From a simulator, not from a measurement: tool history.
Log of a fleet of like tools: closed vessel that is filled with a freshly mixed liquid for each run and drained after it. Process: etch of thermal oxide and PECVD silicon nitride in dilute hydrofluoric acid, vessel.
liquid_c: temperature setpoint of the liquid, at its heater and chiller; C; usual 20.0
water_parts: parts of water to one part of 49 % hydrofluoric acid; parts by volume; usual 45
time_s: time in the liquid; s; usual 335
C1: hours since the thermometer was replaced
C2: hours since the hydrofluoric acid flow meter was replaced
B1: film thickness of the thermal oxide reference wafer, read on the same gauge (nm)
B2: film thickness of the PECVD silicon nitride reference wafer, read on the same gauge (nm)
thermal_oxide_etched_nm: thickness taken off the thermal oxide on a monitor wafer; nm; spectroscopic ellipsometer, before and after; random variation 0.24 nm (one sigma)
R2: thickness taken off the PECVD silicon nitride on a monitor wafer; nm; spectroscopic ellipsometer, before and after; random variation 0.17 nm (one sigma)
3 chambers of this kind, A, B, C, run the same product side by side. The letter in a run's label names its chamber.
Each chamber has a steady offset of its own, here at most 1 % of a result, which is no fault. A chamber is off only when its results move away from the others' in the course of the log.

{"run": "1B", "hour": 4.4, "liquid_c": 20.0, "water_parts": 45, "time_s": 335, "C1": 6.6, "C2": 1943.8, "B1": 69.98, "B2": 129.99, "thermal_oxide_etched_nm": 32.24, "R2": 31.786}
{"run": "2A", "hour": 6.9, "liquid_c": 20.0, "water_parts": 45, "time_s": 335, "C1": 652.8, "C2": 693.7, "B1": 69.998, "B2": 130.0, "thermal_oxide_etched_nm": 32.492, "R2": 31.883}
{"run": "3C", "hour": 10.2, "liquid_c": 20.0, "water_parts": 45, "time_s": 335, "C1": 256.7, "C2": 376.8, "B1": 70.018, "B2": 129.99, "thermal_oxide_etched_nm": 32.34, "R2": 31.459}
{"run": "4A", "hour": 14.6, "liquid_c": 20.0, "water_parts": 45, "time_s": 335, "C1": 660.5, "C2": 701.4, "B1": 69.988, "B2": 130.0, "thermal_oxide_etched_nm": 32.313, "R2": 31.731}
{"run": "5C", "hour": 18.0, "liquid_c": 20.0, "water_parts": 45, "time_s": 335, "C1": 264.5, "C2": 384.6, "B1": 69.994, "B2": 130.02, "thermal_oxide_etched_nm": 31.888, "R2": 31.563}
{"run": "6B", "hour": 20.0, "liquid_c": 20.0, "water_parts": 45, "time_s": 335, "C1": 22.2, "C2": 1959.4, "B1": 69.964, "B2": 130.0, "thermal_oxide_etched_nm": 32.213, "R2": 31.709}
{"run": "7C", "hour": 22.3, "liquid_c": 20.0, "water_parts": 45, "time_s": 335, "C1": 268.8, "C2": 388.9, "B1": 70.0, "B2": 130.0, "thermal_oxide_etched_nm": 31.957, "R2": 31.62}
{"run": "8B", "hour": 25.7, "liquid_c": 20.0, "water_parts": 45, "time_s": 335, "C1": 27.9, "C2": 1965.1, "B1": 69.969, "B2": 129.99, "thermal_oxide_etched_nm": 32.244, "R2": 31.761}
{"run": "9A", "hour": 28.7, "liquid_c": 20.0, "water_parts": 45, "time_s": 335, "C1": 674.6, "C2": 715.5, "B1": 70.033, "B2": 130.01, "thermal_oxide_etched_nm": 32.034, "R2": 31.424}
{"run": "10C", "hour": 31.8, "liquid_c": 20.0, "water_parts": 45, "time_s": 335, "C1": 278.3, "C2": 398.4, "B1": 69.993, "B2": 130.01, "thermal_oxide_etched_nm": 32.065, "R2": 31.775}
{"run": "11A", "hour": 35.5, "liquid_c": 20.0, "water_parts": 45, "time_s": 335, "C1": 681.4, "C2": 722.3, "B1": 70.022, "B2": 130.01, "thermal_oxide_etched_nm": 32.142, "R2": 31.931}
{"run": "12B", "hour": 37.8, "liquid_c": 20.0, "water_parts": 45, "time_s": 335, "C1": 40.0, "C2": 1977.2, "B1": 70.005, "B2": 130.02, "thermal_oxide_etched_nm": 31.955, "R2": 31.789}
{"run": "13C", "hour": 40.0, "liquid_c": 20.0, "water_parts": 45, "time_s": 335, "C1": 286.5, "C2": 406.6, "B1": 69.996, "B2": 130.0, "thermal_oxide_etched_nm": 32.079, "R2": 31.605}
{"run": "14A", "hour": 43.7, "liquid_c": 17.0, "water_parts": 45, "time_s": 435, "C1": 689.6, "C2": 730.5, "B1": 70.028, "B2": 129.98, "thermal_oxide_etched_nm": 36.305, "R2": 33.452}
{"run": "15B", "hour": 46.3, "liquid_c": 17.0, "water_parts": 45, "time_s": 435, "C1": 48.5, "C2": 1985.7, "B1": 69.972, "B2": 130.01, "thermal_oxide_etched_nm": 36.592, "R2": 33.669}
{"run": "16C", "hour": 49.1, "liquid_c": 17.0, "water_parts": 45, "time_s": 435, "C1": 295.6, "C2": 415.7, "B1": 69.997, "B2": 130.01, "thermal_oxide_etched_nm": 36.151, "R2": 32.933}
{"run": "17A", "hour": 52.5, "liquid_c": 20.0, "water_parts": 45, "time_s": 335, "C1": 698.4, "C2": 739.3, "B1": 69.983, "B2": 130.0, "thermal_oxide_etched_nm": 32.032, "R2": 31.537}
{"run": "18B", "hour": 54.8, "liquid_c": 20.0, "water_parts": 45, "time_s": 335, "C1": 57.0, "C2": 1994.2, "B1": 70.037, "B2": 130.01, "thermal_oxide_etched_nm": 32.567, "R2": 31.52}
{"run": "19C", "hour": 58.9, "liquid_c": 20.0, "water_parts": 45, "time_s": 335, "C1": 305.4, "C2": 425.5, "B1": 69.968, "B2": 129.98, "thermal_oxide_etched_nm": 32.138, "R2": 31.632}
{"run": "20B", "hour": 61.8, "liquid_c": 20.0, "water_parts": 45, "time_s": 335, "C1": 64.0, "C2": 2001.2, "B1": 70.038, "B2": 130.0, "thermal_oxide_etched_nm": 31.944, "R2": 31.795}
{"run": "21A", "hour": 66.3, "liquid_c": 20.0, "water_parts": 45, "time_s": 420, "C1": 712.2, "C2": 753.1, "B1": 69.997, "B2": 129.98, "thermal_oxide_etched_nm": 40.674, "R2": 39.786}
{"run": "22A", "hour": 70.8, "liquid_c": 20.0, "water_parts": 45, "time_s": 420, "C1": 716.7, "C2": 757.6, "B1": 70.046, "B2": 129.99, "thermal_oxide_etched_nm": 40.181, "R2": 39.572}
{"run": "23B", "hour": 74.5, "liquid_c": 20.0, "water_parts": 45, "time_s": 420, "C1": 76.7, "C2": 2013.9, "B1": 70.015, "B2": 130.01, "thermal_oxide_etched_nm": 39.767, "R2": 39.857}
{"run": "24C", "hour": 76.8, "liquid_c": 21.5, "water_parts": 30, "time_s": 335, "C1": 323.3, "C2": 443.4, "B1": 70.034, "B2": 130.0, "thermal_oxide_etched_nm": 52.405, "R2": 51.28}
{"run": "25A", "hour": 81.2, "liquid_c": 21.5, "water_parts": 30, "time_s": 335, "C1": 727.1, "C2": 768.0, "B1": 69.995, "B2": 130.0, "thermal_oxide_etched_nm": 52.256, "R2": 52.373}
{"run": "26B", "hour": 84.4, "liquid_c": 21.5, "water_parts": 30, "time_s": 335, "C1": 86.6, "C2": 2023.8, "B1": 69.961, "B2": 129.98, "thermal_oxide_etched_nm": 52.194, "R2": 51.932}
{"run": "27C", "hour": 88.0, "liquid_c": 20.0, "water_parts": 45, "time_s": 335, "C1": 334.5, "C2": 454.6, "B1": 70.021, "B2": 130.03, "thermal_oxide_etched_nm": 31.929, "R2": 31.2}
{"run": "28A", "hour": 92.1, "liquid_c": 20.0, "water_parts": 45, "time_s": 335, "C1": 738.0, "C2": 778.9, "B1": 70.039, "B2": 129.99, "thermal_oxide_etched_nm": 31.813, "R2": 31.984}
{"run": "29C", "hour": 95.1, "liquid_c": 20.0, "water_parts": 45, "time_s": 335, "C1": 341.6, "C2": 461.7, "B1": 70.01, "B2": 130.03, "thermal_oxide_etched_nm": 31.338, "R2": 31.679}
{"run": "30B", "hour": 99.2, "liquid_c": 20.0, "water_parts": 45, "time_s": 335, "C1": 101.4, "C2": 2038.6, "B1": 70.003, "B2": 129.99, "thermal_oxide_etched_nm": 32.183, "R2": 31.527}
{"run": "31A", "hour": 102.9, "liquid_c": 20.0, "water_parts": 45, "time_s": 335, "C1": 748.8, "C2": 789.7, "B1": 69.942, "B2": 129.99, "thermal_oxide_etched_nm": 32.031, "R2": 31.758}
{"run": "32C", "hour": 105.1, "liquid_c": 20.0, "water_parts": 45, "time_s": 335, "C1": 351.6, "C2": 471.7, "B1": 70.006, "B2": 129.99, "thermal_oxide_etched_nm": 32.012, "R2": 31.378}
{"run": "33B", "hour": 109.2, "liquid_c": 20.0, "water_parts": 45, "time_s": 335, "C1": 111.4, "C2": 2048.6, "B1": 69.994, "B2": 130.01, "thermal_oxide_etched_nm": 31.651, "R2": 31.761}
{"run": "34B", "hour": 111.5, "liquid_c": 20.0, "water_parts": 45, "time_s": 335, "C1": 113.7, "C2": 2050.9, "B1": 70.022, "B2": 130.0, "thermal_oxide_etched_nm": 32.199, "R2": 31.662}
{"run": "35C", "hour": 115.6, "liquid_c": 20.0, "water_parts": 45, "time_s": 335, "C1": 362.1, "C2": 482.2, "B1": 70.017, "B2": 130.0, "thermal_oxide_etched_nm": 32.007, "R2": 31.889}
{"run": "36A", "hour": 120.1, "liquid_c": 20.0, "water_parts": 45, "time_s": 335, "C1": 766.0, "C2": 806.9, "B1": 70.042, "B2": 129.99, "thermal_oxide_etched_nm": 31.923, "R2": 31.872}
{"run": "37A", "hour": 122.5, "liquid_c": 20.0, "water_parts": 45, "time_s": 335, "C1": 768.4, "C2": 809.3, "B1": 69.997, "B2": 129.99, "thermal_oxide_etched_nm": 32.132, "R2": 31.827}
{"run": "38B", "hour": 125.6, "liquid_c": 20.0, "water_parts": 45, "time_s": 335, "C1": 127.8, "C2": 2065.0, "B1": 70.014, "B2": 130.0, "thermal_oxide_etched_nm": 31.953, "R2": 31.516}
{"run": "39C", "hour": 128.3, "liquid_c": 20.0, "water_parts": 45, "time_s": 415, "C1": 374.8, "C2": 494.9, "B1": 70.027, "B2": 130.0, "thermal_oxide_etched_nm": 39.485, "R2": 39.516}

All 3 chambers run these settings next. Forecast each chamber's results:
{"run": "40A", "hour": 131.5, "liquid_c": 20.0, "water_parts": 45, "time_s": 185, "thermal_oxide_etched_nm": "?", "R2": "?"}
{"run": "40B", "hour": 131.5, "liquid_c": 20.0, "water_parts": 45, "time_s": 185, "thermal_oxide_etched_nm": "?", "R2": "?"}
{"run": "40C", "hour": 131.5, "liquid_c": 20.0, "water_parts": 45, "time_s": 185, "thermal_oxide_etched_nm": "?", "R2": "?"}

run=40A thermal_oxide_etched_nm=17.624 R2=17.615
run=40B thermal_oxide_etched_nm=17.739 R2=17.583
run=40C thermal_oxide_etched_nm=17.642 R2=17.474
